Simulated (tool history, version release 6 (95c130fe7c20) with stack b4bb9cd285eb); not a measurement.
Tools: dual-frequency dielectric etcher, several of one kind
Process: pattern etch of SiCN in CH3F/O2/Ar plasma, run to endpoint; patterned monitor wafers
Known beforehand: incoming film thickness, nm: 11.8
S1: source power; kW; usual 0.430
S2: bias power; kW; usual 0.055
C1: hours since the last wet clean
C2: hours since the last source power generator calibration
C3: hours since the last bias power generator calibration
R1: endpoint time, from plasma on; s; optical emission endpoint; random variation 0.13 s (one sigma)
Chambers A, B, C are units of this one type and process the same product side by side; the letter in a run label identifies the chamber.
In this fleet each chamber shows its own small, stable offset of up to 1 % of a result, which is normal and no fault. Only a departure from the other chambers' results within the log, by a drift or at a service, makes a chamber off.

run	hour	S1	S2	C1	C2	C3	R1
1A	14.8	0.430	0.055	510.5	1185.2	1665.1	33.651
2B	26.3	0.430	0.055	162.5	647.6	2472.0	33.522
3C	38.1	0.430	0.055	310.5	3187.9	1269.9	33.558
4B	46.8	0.430	0.055	183.0	668.1	2492.5	33.794
5A	56.5	0.490	0.068	552.2	1226.9	1706.8	29.657
6C	63.8	0.490	0.068	336.2	3213.6	1295.6	29.424
7A	71.6	0.490	0.068	567.3	1242.0	1721.9	29.874
# hour 76.3: chamber A: wet clean of the chamber
8B	86.2	0.430	0.055	222.4	707.5	2531.9	33.609
9C	94.8	0.430	0.055	367.2	3244.6	1326.6	33.377
10B	102.5	0.430	0.055	238.7	723.8	2548.2	33.378
11A	115.7	0.430	0.055	39.5	1286.1	1766.0	32.502
12C	124.2	0.430	0.055	396.6	3274.0	1356.0	33.512
13C	134.8	0.430	0.055	407.2	3284.6	1366.6	33.555
# hour 142.2: chamber C: wet clean of the chamber
14A	148.3	0.430	0.055	72.1	1318.7	1798.6	32.408
15B	155.2	0.430	0.055	291.4	776.5	2600.9	33.569
16C	167.8	0.430	0.055	25.6	3317.6	1399.6	33.447
17A	181.2	0.430	0.055	105.0	1351.6	1831.5	32.424
18B	193.2	0.430	0.055	329.4	814.5	2638.9	33.372
19B	203.3	0.430	0.055	339.5	824.6	2649.0	33.328
20C	215.0	0.430	0.055	72.8	3364.8	1446.8	33.391

Decide between three cases: one chamber stands off from its peers, the gauge reading all wafers drifts, or nothing is wrong past each chamber's small offset. Where a chamber is off, say which and what most likely put it there.

Chamber A came out of a service off from its peers and stayed that way.
Cause: etch rate over this chamber's usual, % = 3.81.

Chamber A could run next with any of the 4 candidate recipes listed below; each alters the usual settings, and their results appear as question marks. Which one brings its results back in line with what the other chambers deliver on the usual settings?
In-line tolerance around the mean of the other chambers on the usual settings: R1 0.450 s
21A-1	226.1	0.500	0.055				?
21A-2	226.1	0.410	0.053				?
21A-3	226.1	0.400	0.051				?
21A-4	226.1	0.450	0.057				?

What the other chambers average on the usual settings: R1 33.445 s
run	R1
21A-1	30.633
21A-2	33.490
21A-3	34.238
21A-4	31.541
21A-2 is the one that brings the chamber's results back in line with the other chambers.
